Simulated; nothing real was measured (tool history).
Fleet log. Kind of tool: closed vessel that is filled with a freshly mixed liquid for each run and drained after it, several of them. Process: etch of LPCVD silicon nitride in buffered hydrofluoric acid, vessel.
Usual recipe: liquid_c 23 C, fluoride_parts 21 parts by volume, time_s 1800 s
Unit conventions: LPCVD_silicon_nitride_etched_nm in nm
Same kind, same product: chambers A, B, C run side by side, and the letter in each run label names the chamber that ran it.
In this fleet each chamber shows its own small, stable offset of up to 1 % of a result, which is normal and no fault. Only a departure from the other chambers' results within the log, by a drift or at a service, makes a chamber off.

run,day,liquid_c,fluoride_parts,time_s,"read-back film thickness of the LPCVD silicon nitride reference wafer, read on the same gauge (nm)",LPCVD_silicon_nitride_etched_nm
1A,0.108,23,21,1800,130.02,11.615
2C,0.304,23,21,1800,130.01,11.698
3B,0.462,23,21,1800,130.01,11.655
4A,0.554,23,21,1800,129.99,11.707
5B,0.675,18,21,1800,129.99,8.7667
6C,0.808,18,21,1800,130.02,8.8919
7B,0.975,18,21,1800,130.02,8.7668
8C,1.129,23,21,1800,130,11.743
9A,1.333,23,21,1800,129.99,11.674
10A,1.429,23,21,1800,130.01,11.579
11C,1.558,21.5,21,1800,129.98,10.786
# day 1.654: chamber B: thermometer replaced
12B,1.721,21.5,21,1800,129.99,10.65
13B,1.879,21.5,21,1800,129.99,10.808
14C,2.058,23,21,1800,129.99,11.805
15A,2.196,23,21,1800,130,11.607
16B,2.333,23,21,1800,130.02,11.719
17A,2.442,23,21,1800,130.02,11.762
18C,2.596,23,21,1800,129.99,11.74
19C,2.696,26,25.5,1800,130,11.928
20A,2.788,26,25.5,1800,130.02,11.982
21B,2.888,26,25.5,1800,130,12.102
22C,3.025,23,21,1800,129.99,11.734
23A,3.138,23,21,1800,129.98,11.61
24B,3.258,23,21,1800,130.01,11.871
25B,3.446,21,21,2630,129.99,15.454
26C,3.592,21,21,2630,130.02,15.365
27A,3.75,21,21,2630,130.02,15.179
28C,3.912,23,21,1800,130,11.736
29A,4,23,21,1800,130.03,11.693
30B,4.162,23,21,1800,130,11.826
31C,4.262,23,21,1800,130.01,11.731
32A,4.433,23,21,1800,130.01,11.616
33B,4.542,23,21,1800,130.02,11.712
34C,4.654,23,21,1800,129.98,11.813
35B,4.742,23,21,1800,129.99,11.622
36A,4.854,23,21,1800,130.01,11.566
37B,5.029,23,21,1800,130.02,11.657
38C,5.217,23,21,1800,129.99,11.683
39A,5.317,23,21,1800,129.99,11.679
40A,5.408,26,21,1800,130.02,13.694
41B,5.512,26,21,1800,129.98,13.912
42C,5.696,26,21,1800,130,13.874

Is one chamber off against the others, does the gauge drift, or is nothing wrong? If a chamber is off, say which, and what the likeliest cause is.

All chambers stay in line apart from their small fixed offsets, and the gauge does not drift.
